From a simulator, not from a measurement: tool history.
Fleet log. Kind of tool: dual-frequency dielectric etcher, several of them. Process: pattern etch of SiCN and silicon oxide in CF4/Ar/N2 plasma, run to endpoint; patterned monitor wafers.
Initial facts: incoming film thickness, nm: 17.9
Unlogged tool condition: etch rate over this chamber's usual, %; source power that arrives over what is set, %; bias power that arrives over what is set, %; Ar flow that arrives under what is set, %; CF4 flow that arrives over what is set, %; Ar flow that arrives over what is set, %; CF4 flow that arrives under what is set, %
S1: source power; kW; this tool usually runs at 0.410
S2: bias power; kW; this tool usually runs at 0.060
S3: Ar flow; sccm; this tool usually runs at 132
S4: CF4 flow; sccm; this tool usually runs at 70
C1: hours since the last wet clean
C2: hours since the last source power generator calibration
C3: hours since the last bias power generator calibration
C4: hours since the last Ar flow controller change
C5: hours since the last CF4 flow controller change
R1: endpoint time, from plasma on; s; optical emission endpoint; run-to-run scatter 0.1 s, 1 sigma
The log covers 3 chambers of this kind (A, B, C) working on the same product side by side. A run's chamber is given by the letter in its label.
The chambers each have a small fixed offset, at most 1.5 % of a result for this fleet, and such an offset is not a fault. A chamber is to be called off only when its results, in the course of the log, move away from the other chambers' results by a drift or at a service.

run	hour	S1	S2	S3	S4	C1	C2	C3	C4	C5	R1
1B	7.2	0.410	0.060	132	70	171.7	102.2	692.3	3220.5	1975.3	25.066
2A	15.3	0.410	0.060	132	70	297.8	605.9	569.7	3643.0	1465.2	24.930
3C	19.9	0.410	0.060	132	70	352.5	2766.8	962.5	1486.6	1712.9	25.218
4B	25.6	0.410	0.060	132	70	190.1	120.6	710.7	3238.9	1993.7	25.103
5A	30.7	0.410	0.060	132	70	313.2	621.3	585.1	3658.4	1480.6	25.123
6C	35.6	0.410	0.060	132	70	368.2	2782.5	978.2	1502.3	1728.6	25.456
7B	41.8	0.410	0.060	132	70	206.3	136.8	726.9	3255.1	2009.9	24.791
# hour 44.5: chamber A: Ar flow controller replaced
8C	51.2	0.410	0.060	132	70	383.8	2798.1	993.8	1517.9	1744.2	25.435
9A	61.4	0.410	0.060	132	70	343.9	652.0	615.8	16.9	1511.3	25.183
10B	65.9	0.410	0.060	132	70	230.4	160.9	751.0	3279.2	2034.0	24.922
11A	71.8	0.410	0.060	132	70	354.3	662.4	626.2	27.3	1521.7	25.003
12C	79.6	0.410	0.060	132	70	412.2	2826.5	1022.2	1546.3	1772.6	25.535
13B	89.7	0.410	0.060	132	70	254.2	184.7	774.8	3303.0	2057.8	24.670
14A	95.2	0.410	0.060	132	70	377.7	685.8	649.6	50.7	1545.1	25.026
15C	99.9	0.410	0.060	132	70	432.5	2846.8	1042.5	1566.6	1792.9	25.320
16B	104.6	0.410	0.060	132	70	269.1	199.6	789.7	3317.9	2072.7	24.627
# hour 108.2: chamber A: wet clean of the chamber
17A	111.9	0.410	0.060	132	70	3.7	702.5	666.3	67.4	1561.8	25.116
18C	117.7	0.410	0.060	132	70	450.3	2864.6	1060.3	1584.4	1810.7	25.260
19C	124.5	0.410	0.060	132	79	457.1	2871.4	1067.1	1591.2	1817.5	25.104
20A	131.4	0.410	0.060	132	79	23.2	722.0	685.8	86.9	1581.3	24.579
21B	140.3	0.410	0.060	132	79	304.8	235.3	825.4	3353.6	2108.4	23.565
22C	145.4	0.410	0.060	132	70	478.0	2892.3	1088.0	1612.1	1838.4	25.404
23B	155.7	0.410	0.060	132	70	320.2	250.7	840.8	3369.0	2123.8	24.094
24A	162.8	0.410	0.046	132	62	54.6	753.4	717.2	118.3	1612.7	28.037
25A	171.6	0.410	0.046	132	62	63.4	762.2	726.0	127.1	1621.5	28.161
26B	179.0	0.410	0.046	132	62	343.5	274.0	864.1	3392.3	2147.1	26.785
27C	188.6	0.410	0.067	153	70	521.2	2935.5	1131.2	1655.3	1881.6	24.913
28C	195.6	0.410	0.067	153	70	528.2	2942.5	1138.2	1662.3	1888.6	24.986
29A	201.2	0.410	0.067	153	70	93.0	791.8	755.6	156.7	1651.1	24.916

Has any chamber moved away from the others, gradually or after a service, or does the common gauge drift, or do the chambers differ only by their own small steady offsets? State the chamber and the most likely cause if one applies.

Little by little, chamber B moves away from the other chambers.
Most likely cause: etch rate over this chamber's usual, % = 5.47.
It could be hard to tell apart here from: source power that arrives over what is set, %.

Which of the 4 candidates below, each the usual settings with something changed and its results left as question marks, puts chamber B back in line with what the other chambers give on the usual settings?
To be in line, a result may differ from the other chambers' mean on the usual settings by at most: R1 0.360 s
30B-1	208.7	0.410	0.046	147	70						?
30B-2	208.7	0.440	0.060	130	70						?
30B-3	208.7	0.410	0.060	157	57						?
30B-4	208.7	0.450	0.063	129	72						?

Other chambers, usual settings, mean: R1 25.232 s
run	R1
30B-1	26.424
30B-2	22.246
30B-3	25.329
30B-4	21.327
30B-3 is the one that brings the chamber's results back in line with the other chambers.

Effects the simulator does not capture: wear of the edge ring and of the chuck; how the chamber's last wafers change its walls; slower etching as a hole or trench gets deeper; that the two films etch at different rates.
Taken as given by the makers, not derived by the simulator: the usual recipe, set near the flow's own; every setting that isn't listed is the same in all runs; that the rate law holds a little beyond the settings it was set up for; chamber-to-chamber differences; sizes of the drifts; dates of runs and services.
